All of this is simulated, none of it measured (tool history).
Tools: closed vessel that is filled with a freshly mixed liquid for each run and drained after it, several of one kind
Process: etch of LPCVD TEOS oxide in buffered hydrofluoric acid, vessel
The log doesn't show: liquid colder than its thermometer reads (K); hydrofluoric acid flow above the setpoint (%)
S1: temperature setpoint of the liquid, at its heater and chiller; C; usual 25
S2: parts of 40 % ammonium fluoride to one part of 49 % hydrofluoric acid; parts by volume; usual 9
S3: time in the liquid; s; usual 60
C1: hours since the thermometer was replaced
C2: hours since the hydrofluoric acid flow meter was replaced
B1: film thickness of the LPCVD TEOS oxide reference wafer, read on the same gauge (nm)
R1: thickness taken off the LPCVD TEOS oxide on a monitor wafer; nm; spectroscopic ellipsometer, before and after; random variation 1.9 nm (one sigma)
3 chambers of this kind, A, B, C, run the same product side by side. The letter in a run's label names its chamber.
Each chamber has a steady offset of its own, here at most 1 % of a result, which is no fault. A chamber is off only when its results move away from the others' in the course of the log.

run 1B hour=3.3 | S1=25 S2=9 S3=60 | C1=1427.3 C2=2237.1 | B1=100.01 | R1=244.83
run 2A hour=5.9 | S1=25 S2=9 S3=60 | C1=804.4 C2=1160.6 | B1=100.01 | R1=242.88
run 3C hour=8.1 | S1=25 S2=9 S3=60 | C1=230.2 C2=594.2 | B1=99.986 | R1=244.46
run 4B hour=11.9 | S1=25 S2=9 S3=60 | C1=1435.9 C2=2245.7 | B1=100.01 | R1=241.03
run 5A hour=15 | S1=25 S2=9 S3=60 | C1=813.5 C2=1169.7 | B1=99.997 | R1=240.32
run 6C hour=18.9 | S1=25 S2=9 S3=60 | C1=241 C2=605 | B1=99.985 | R1=247.28
run 7B hour=21 | S1=25 S2=9 S3=60 | C1=1445 C2=2254.8 | B1=100.01 | R1=246.76
run 8C hour=25.2 | S1=25 S2=9 S3=60 | C1=247.3 C2=611.3 | B1=99.999 | R1=243.08
run 9A hour=29 | S1=25 S2=9 S3=60 | C1=827.5 C2=1183.7 | B1=100 | R1=240.95
run 10A hour=31 | S1=25 S2=9 S3=60 | C1=829.5 C2=1185.7 | B1=100.01 | R1=239.92
run 11C hour=34 | S1=25 S2=9 S3=60 | C1=256.1 C2=620.1 | B1=100 | R1=244.98
run 12B hour=37.9 | S1=25 S2=9 S3=60 | C1=1461.9 C2=2271.7 | B1=99.989 | R1=245.67
run 13A hour=41.9 | S1=25 S2=9 S3=60 | C1=840.4 C2=1196.6 | B1=100.01 | R1=239.84
run 14B hour=46.3 | S1=25 S2=9 S3=60 | C1=1470.3 C2=2280.1 | B1=100.03 | R1=245.73
run 15C hour=49.2 | S1=25 S2=9 S3=60 | C1=271.3 C2=635.3 | B1=99.987 | R1=244.78
run 16B hour=53.8 | S1=25 S2=9 S3=60 | C1=1477.8 C2=2287.6 | B1=99.995 | R1=243.15
run 17C hour=56.7 | S1=25 S2=9 S3=60 | C1=278.8 C2=642.8 | B1=99.988 | R1=241.73
run 18A hour=61.3 | S1=25 S2=9 S3=60 | C1=859.8 C2=1216 | B1=100.01 | R1=229.25
run 19A hour=64.8 | S1=25 S2=9 S3=60 | C1=863.3 C2=1219.5 | B1=100.02 | R1=227.78
run 20B hour=69.3 | S1=25 S2=9 S3=60 | C1=1493.3 C2=2303.1 | B1=100.01 | R1=241.54
run 21C hour=71.7 | S1=23 S2=9 S3=45 | C1=293.8 C2=657.8 | B1=99.992 | R1=167.3
run 22C hour=75 | S1=23 S2=9 S3=45 | C1=297.1 C2=661.1 | B1=100 | R1=163.61
run 23B hour=77.5 | S1=23 S2=9 S3=45 | C1=1501.5 C2=2311.3 | B1=100.02 | R1=162.7

Next, every chamber runs the same settings. What will each give?
run 24A hour=80.8 | S1=25 S2=9 S3=90 | R1=?
run 24B hour=80.8 | S1=25 S2=9 S3=90 | R1=?
run 24C hour=80.8 | S1=25 S2=9 S3=90 | R1=?

run=24A R1=336.39
run=24B R1=365.76
run=24C R1=369.24

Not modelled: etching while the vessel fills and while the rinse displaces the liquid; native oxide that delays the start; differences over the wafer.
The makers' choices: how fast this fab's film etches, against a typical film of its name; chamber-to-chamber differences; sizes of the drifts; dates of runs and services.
